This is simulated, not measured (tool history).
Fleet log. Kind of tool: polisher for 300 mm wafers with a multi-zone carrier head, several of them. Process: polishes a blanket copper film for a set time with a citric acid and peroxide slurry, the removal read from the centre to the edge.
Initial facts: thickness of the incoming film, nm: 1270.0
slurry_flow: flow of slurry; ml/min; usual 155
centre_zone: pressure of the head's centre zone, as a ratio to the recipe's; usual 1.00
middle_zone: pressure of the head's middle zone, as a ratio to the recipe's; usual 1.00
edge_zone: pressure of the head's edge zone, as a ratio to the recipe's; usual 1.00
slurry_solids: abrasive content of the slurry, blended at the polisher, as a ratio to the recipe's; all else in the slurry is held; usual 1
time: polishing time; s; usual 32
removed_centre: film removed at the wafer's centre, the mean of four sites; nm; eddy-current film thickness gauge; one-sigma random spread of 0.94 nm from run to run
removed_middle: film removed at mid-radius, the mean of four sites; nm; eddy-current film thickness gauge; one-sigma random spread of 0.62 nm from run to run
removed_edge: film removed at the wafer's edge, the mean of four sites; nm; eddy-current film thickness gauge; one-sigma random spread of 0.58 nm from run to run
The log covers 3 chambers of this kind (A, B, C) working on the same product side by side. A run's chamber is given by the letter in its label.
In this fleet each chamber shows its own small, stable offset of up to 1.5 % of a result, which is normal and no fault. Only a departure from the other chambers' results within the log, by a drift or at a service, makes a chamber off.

{"run": "1C", "hour": 2.9, "slurry_flow": 155, "centre_zone": 1.0, "middle_zone": 1.0, "edge_zone": 1.0, "slurry_solids": 1, "time": 32, "removed_centre": 68.959, "removed_middle": 70.845, "removed_edge": 69.497}
{"hour": 3.4, "done": "chamber A: worn pad replaced by a new one"}
{"hour": 3.7, "done": "chamber B: edge zone pressure recalibrated"}
{"run": "2B", "hour": 8.8, "slurry_flow": 155, "centre_zone": 1.0, "middle_zone": 1.0, "edge_zone": 1.0, "slurry_solids": 1, "time": 32, "removed_centre": 69.196, "removed_middle": 70.008, "removed_edge": 68.874}
{"run": "3A", "hour": 11.6, "slurry_flow": 155, "centre_zone": 1.0, "middle_zone": 1.0, "edge_zone": 1.0, "slurry_solids": 1, "time": 32, "removed_centre": 68.089, "removed_middle": 69.245, "removed_edge": 70.278}
{"hour": 13.0, "done": "chamber B: slurry nozzle cleaned"}
{"run": "4B", "hour": 17.5, "slurry_flow": 155, "centre_zone": 1.0, "middle_zone": 1.0, "edge_zone": 1.0, "slurry_solids": 1, "time": 32, "removed_centre": 69.048, "removed_middle": 68.964, "removed_edge": 69.433}
{"run": "5A", "hour": 21.6, "slurry_flow": 155, "centre_zone": 1.0, "middle_zone": 1.0, "edge_zone": 1.0, "slurry_solids": 1, "time": 32, "removed_centre": 69.064, "removed_middle": 68.957, "removed_edge": 71.361}
{"run": "6C", "hour": 25.9, "slurry_flow": 155, "centre_zone": 1.0, "middle_zone": 1.0, "edge_zone": 1.0, "slurry_solids": 1, "time": 32, "removed_centre": 71.382, "removed_middle": 70.48, "removed_edge": 69.914}
{"run": "7A", "hour": 32.2, "slurry_flow": 155, "centre_zone": 1.0, "middle_zone": 1.0, "edge_zone": 1.0, "slurry_solids": 1, "time": 32, "removed_centre": 68.503, "removed_middle": 69.879, "removed_edge": 70.434}
{"run": "8B", "hour": 36.9, "slurry_flow": 155, "centre_zone": 1.0, "middle_zone": 1.0, "edge_zone": 1.0, "slurry_solids": 1, "time": 32, "removed_centre": 68.8, "removed_middle": 68.43, "removed_edge": 69.931}
{"hour": 37.8, "done": "chamber C: worn pad replaced by a new one"}
{"hour": 37.9, "done": "chamber B: centre zone pressure recalibrated"}
{"run": "9C", "hour": 43.1, "slurry_flow": 155, "centre_zone": 1.0, "middle_zone": 1.0, "edge_zone": 1.0, "slurry_solids": 1, "time": 32, "removed_centre": 70.371, "removed_middle": 70.182, "removed_edge": 70.52}
{"run": "10A", "hour": 48.8, "slurry_flow": 155, "centre_zone": 1.0, "middle_zone": 1.11, "edge_zone": 1.0, "slurry_solids": 1, "time": 32, "removed_centre": 67.449, "removed_middle": 75.909, "removed_edge": 69.427}
{"run": "11B", "hour": 54.1, "slurry_flow": 155, "centre_zone": 1.0, "middle_zone": 1.11, "edge_zone": 1.0, "slurry_solids": 1, "time": 32, "removed_centre": 69.374, "removed_middle": 77.0, "removed_edge": 69.833}
{"run": "12C", "hour": 60.1, "slurry_flow": 155, "centre_zone": 1.0, "middle_zone": 1.11, "edge_zone": 1.0, "slurry_solids": 1, "time": 32, "removed_centre": 71.346, "removed_middle": 77.298, "removed_edge": 68.666}
{"run": "13B", "hour": 66.0, "slurry_flow": 155, "centre_zone": 1.0, "middle_zone": 1.0, "edge_zone": 1.0, "slurry_solids": 1, "time": 32, "removed_centre": 68.814, "removed_middle": 69.181, "removed_edge": 69.53}
{"run": "14C", "hour": 71.0, "slurry_flow": 155, "centre_zone": 1.06, "middle_zone": 1.0, "edge_zone": 1.0, "slurry_solids": 1, "time": 36, "removed_centre": 83.344, "removed_middle": 79.941, "removed_edge": 78.171}
{"hour": 75.1, "done": "chamber B: worn pad replaced by a new one"}
{"run": "15A", "hour": 75.4, "slurry_flow": 155, "centre_zone": 1.06, "middle_zone": 1.0, "edge_zone": 1.0, "slurry_solids": 1, "time": 36, "removed_centre": 82.025, "removed_middle": 76.592, "removed_edge": 78.983}
{"run": "16A", "hour": 78.7, "slurry_flow": 155, "centre_zone": 1.06, "middle_zone": 1.0, "edge_zone": 1.0, "slurry_solids": 1, "time": 36, "removed_centre": 80.174, "removed_middle": 77.639, "removed_edge": 79.322}
{"run": "17C", "hour": 82.0, "slurry_flow": 185, "centre_zone": 1.0, "middle_zone": 1.0, "edge_zone": 1.0, "slurry_solids": 1, "time": 39, "removed_centre": 88.923, "removed_middle": 87.055, "removed_edge": 86.434}
{"run": "18B", "hour": 85.0, "slurry_flow": 185, "centre_zone": 1.0, "middle_zone": 1.0, "edge_zone": 1.0, "slurry_solids": 1, "time": 39, "removed_centre": 87.759, "removed_middle": 88.154, "removed_edge": 86.202}
{"hour": 85.6, "done": "chamber A: centre zone pressure recalibrated"}
{"hour": 87.4, "done": "chamber A: worn pad replaced by a new one"}
{"run": "19C", "hour": 90.8, "slurry_flow": 185, "centre_zone": 1.0, "middle_zone": 1.0, "edge_zone": 1.0, "slurry_solids": 1, "time": 39, "removed_centre": 88.223, "removed_middle": 87.146, "removed_edge": 85.313}
{"run": "20A", "hour": 94.8, "slurry_flow": 155, "centre_zone": 1.0, "middle_zone": 1.0, "edge_zone": 1.0, "slurry_solids": 1, "time": 32, "removed_centre": 67.957, "removed_middle": 69.704, "removed_edge": 70.877}
{"hour": 99.7, "done": "chamber A: slurry nozzle cleaned"}
{"run": "21B", "hour": 100.1, "slurry_flow": 155, "centre_zone": 1.0, "middle_zone": 1.0, "edge_zone": 1.0, "slurry_solids": 1, "time": 32, "removed_centre": 70.053, "removed_middle": 69.061, "removed_edge": 68.636}
{"run": "22A", "hour": 103.0, "slurry_flow": 155, "centre_zone": 1.0, "middle_zone": 1.0, "edge_zone": 1.0, "slurry_solids": 1, "time": 32, "removed_centre": 69.928, "removed_middle": 69.501, "removed_edge": 70.461}
{"run": "23B", "hour": 108.1, "slurry_flow": 155, "centre_zone": 1.0, "middle_zone": 1.0, "edge_zone": 1.0, "slurry_solids": 1, "time": 32, "removed_centre": 70.747, "removed_middle": 69.09, "removed_edge": 69.679}
{"run": "24C", "hour": 112.1, "slurry_flow": 155, "centre_zone": 1.0, "middle_zone": 1.0, "edge_zone": 1.0, "slurry_solids": 1, "time": 32, "removed_centre": 69.43, "removed_middle": 70.169, "removed_edge": 70.008}
{"run": "25B", "hour": 116.3, "slurry_flow": 155, "centre_zone": 1.0, "middle_zone": 1.0, "edge_zone": 1.0, "slurry_solids": 1, "time": 32, "removed_centre": 68.967, "removed_middle": 69.474, "removed_edge": 68.494}
{"run": "26A", "hour": 120.0, "slurry_flow": 155, "centre_zone": 1.0, "middle_zone": 1.0, "edge_zone": 1.0, "slurry_solids": 1, "time": 32, "removed_centre": 70.19, "removed_middle": 70.309, "removed_edge": 68.836}
{"run": "27C", "hour": 126.0, "slurry_flow": 155, "centre_zone": 1.0, "middle_zone": 1.0, "edge_zone": 1.0, "slurry_solids": 1, "time": 32, "removed_centre": 69.161, "removed_middle": 68.866, "removed_edge": 69.526}
{"run": "28B", "hour": 129.2, "slurry_flow": 155, "centre_zone": 1.0, "middle_zone": 1.0, "edge_zone": 1.0, "slurry_solids": 1, "time": 32, "removed_centre": 67.845, "removed_middle": 68.479, "removed_edge": 68.481}
{"hour": 130.3, "done": "chamber C: worn pad replaced by a new one"}
{"run": "29C", "hour": 132.7, "slurry_flow": 155, "centre_zone": 1.0, "middle_zone": 1.0, "edge_zone": 1.11, "slurry_solids": 1, "time": 32, "removed_centre": 70.18, "removed_middle": 69.468, "removed_edge": 73.171}
{"run": "30A", "hour": 137.6, "slurry_flow": 155, "centre_zone": 1.0, "middle_zone": 1.0, "edge_zone": 1.11, "slurry_solids": 1, "time": 32, "removed_centre": 67.437, "removed_middle": 70.12, "removed_edge": 73.459}
{"run": "31A", "hour": 141.3, "slurry_flow": 155, "centre_zone": 1.0, "middle_zone": 1.0, "edge_zone": 1.11, "slurry_solids": 1, "time": 32, "removed_centre": 68.436, "removed_middle": 69.241, "removed_edge": 73.803}
{"run": "32C", "hour": 145.4, "slurry_flow": 110, "centre_zone": 1.0, "middle_zone": 1.0, "edge_zone": 1.0, "slurry_solids": 1, "time": 32, "removed_centre": 63.472, "removed_middle": 64.835, "removed_edge": 67.055}
{"run": "33B", "hour": 148.2, "slurry_flow": 110, "centre_zone": 1.0, "middle_zone": 1.0, "edge_zone": 1.0, "slurry_solids": 1, "time": 32, "removed_centre": 64.538, "removed_middle": 65.02, "removed_edge": 65.462}
{"run": "34A", "hour": 154.0, "slurry_flow": 110, "centre_zone": 1.0, "middle_zone": 1.0, "edge_zone": 1.0, "slurry_solids": 1, "time": 32, "removed_centre": 63.473, "removed_middle": 63.575, "removed_edge": 66.351}
{"run": "35C", "hour": 159.6, "slurry_flow": 155, "centre_zone": 1.0, "middle_zone": 1.0, "edge_zone": 1.0, "slurry_solids": 1, "time": 32, "removed_centre": 70.663, "removed_middle": 70.508, "removed_edge": 69.701}
{"hour": 160.7, "done": "chamber B: worn pad replaced by a new one"}
{"run": "36B", "hour": 162.3, "slurry_flow": 155, "centre_zone": 1.0, "middle_zone": 1.0, "edge_zone": 1.0, "slurry_solids": 1, "time": 32, "removed_centre": 67.982, "removed_middle": 68.023, "removed_edge": 69.425}
{"hour": 167.6, "done": "chamber A: worn pad replaced by a new one"}
{"run": "37A", "hour": 168.0, "slurry_flow": 155, "centre_zone": 1.0, "middle_zone": 1.0, "edge_zone": 1.0, "slurry_solids": 1, "time": 32, "removed_centre": 69.513, "removed_middle": 69.92, "removed_edge": 70.127}
{"run": "38C", "hour": 173.3, "slurry_flow": 155, "centre_zone": 1.0, "middle_zone": 1.0, "edge_zone": 1.0, "slurry_solids": 1, "time": 32, "removed_centre": 69.4, "removed_middle": 70.411, "removed_edge": 69.317}
{"run": "39B", "hour": 176.6, "slurry_flow": 155, "centre_zone": 1.0, "middle_zone": 1.0, "edge_zone": 1.0, "slurry_solids": 1, "time": 32, "removed_centre": 69.22, "removed_middle": 71.037, "removed_edge": 69.132}
{"run": "40C", "hour": 181.7, "slurry_flow": 155, "centre_zone": 1.0, "middle_zone": 1.0, "edge_zone": 1.0, "slurry_solids": 1, "time": 32, "removed_centre": 68.687, "removed_middle": 69.797, "removed_edge": 68.712}
{"run": "41A", "hour": 186.5, "slurry_flow": 155, "centre_zone": 1.0, "middle_zone": 1.0, "edge_zone": 1.0, "slurry_solids": 1, "time": 32, "removed_centre": 69.62, "removed_middle": 70.253, "removed_edge": 70.206}
{"run": "42B", "hour": 190.8, "slurry_flow": 155, "centre_zone": 1.0, "middle_zone": 1.0, "edge_zone": 1.0, "slurry_solids": 1, "time": 21, "removed_centre": 44.533, "removed_middle": 45.962, "removed_edge": 45.414}

What goes on in this fleet: one chamber off, a drifting gauge, or nothing beyond the chambers' own small offsets? Name the chamber and the cause, if any.

No chamber stands off beyond its own small offset, and the gauge holds steady.
